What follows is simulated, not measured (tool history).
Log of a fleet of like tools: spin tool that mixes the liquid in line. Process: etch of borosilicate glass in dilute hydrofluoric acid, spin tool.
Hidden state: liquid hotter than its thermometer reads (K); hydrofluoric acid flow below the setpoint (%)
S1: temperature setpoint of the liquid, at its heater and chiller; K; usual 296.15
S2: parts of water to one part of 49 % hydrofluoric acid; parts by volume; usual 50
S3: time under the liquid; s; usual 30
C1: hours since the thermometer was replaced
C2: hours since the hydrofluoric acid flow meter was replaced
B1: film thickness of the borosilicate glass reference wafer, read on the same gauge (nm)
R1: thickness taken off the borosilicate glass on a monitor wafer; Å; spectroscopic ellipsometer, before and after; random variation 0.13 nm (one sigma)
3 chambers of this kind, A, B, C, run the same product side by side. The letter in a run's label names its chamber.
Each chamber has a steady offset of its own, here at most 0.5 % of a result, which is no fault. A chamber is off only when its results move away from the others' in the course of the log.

run	hour	S1	S2	S3	C1	C2	B1	R1
1B	3.4	296.15	50	30	464.0	623.0	49.949	222.56
2C	7.8	296.15	50	30	206.8	74.0	50.067	221.56
3A	12.3	296.15	50	30	247.0	758.3	50.036	220.48
4A	16.1	296.15	50	30	250.8	762.1	50.010	220.95
5B	18.4	296.15	50	30	479.0	638.0	50.008	223.13
6C	21.4	296.15	50	30	220.4	87.6	49.991	222.38
7A	25.3	296.15	50	30	260.0	771.3	49.947	221.00
8C	28.4	296.15	50	30	227.4	94.6	50.006	220.76
9B	30.7	296.15	60	30	491.3	650.3	49.945	182.37
10A	33.3	296.15	60	30	268.0	779.3	49.924	182.48
11C	36.9	296.15	60	30	235.9	103.1	50.025	181.28
12B	41.5	296.15	50	30	502.1	661.1	49.988	224.15
13A	44.1	294.15	50	30	278.8	790.1	50.016	204.93
14B	46.6	294.15	50	30	507.2	666.2	49.997	203.85
15C	50.1	294.15	50	30	249.1	116.3	49.997	205.37
16A	52.8	296.15	50	30	287.5	798.8	50.005	222.23
17B	56.1	296.15	50	30	516.7	675.7	50.028	222.69
18C	58.3	296.15	50	30	257.3	124.5	50.010	222.57
19B	62.3	296.15	50	30	522.9	681.9	49.966	220.41
20A	64.6	296.15	50	30	299.3	810.6	50.014	220.03
21C	69.1	296.15	50	30	268.1	135.3	50.035	220.53
22C	72.9	296.15	50	35	271.9	139.1	49.955	257.33
23B	76.2	296.15	50	35	536.8	695.8	49.998	259.05
24A	80.4	296.15	50	35	315.1	826.4	49.928	259.23
25B	84.4	296.15	75	30	545.0	704.0	50.020	144.07
26C	88.6	296.15	75	30	287.6	154.8	50.030	143.97
27A	91.2	296.15	75	30	325.9	837.2	50.010	146.06
28C	95.2	296.15	50	30	294.2	161.4	49.982	219.82
29A	99.5	296.15	50	30	334.2	845.5	49.986	222.44
30B	103.8	296.15	50	30	564.4	723.4	49.960	223.25
31C	107.7	296.15	50	30	306.7	173.9	49.992	221.99

Next, every chamber runs the same settings. What will each give?
32A	111.2	296.15	50	45				?
32B	111.2	296.15	50	45				?
32C	111.2	296.15	50	45				?

run	R1
32A	332.02
32B	337.02
32C	328.65

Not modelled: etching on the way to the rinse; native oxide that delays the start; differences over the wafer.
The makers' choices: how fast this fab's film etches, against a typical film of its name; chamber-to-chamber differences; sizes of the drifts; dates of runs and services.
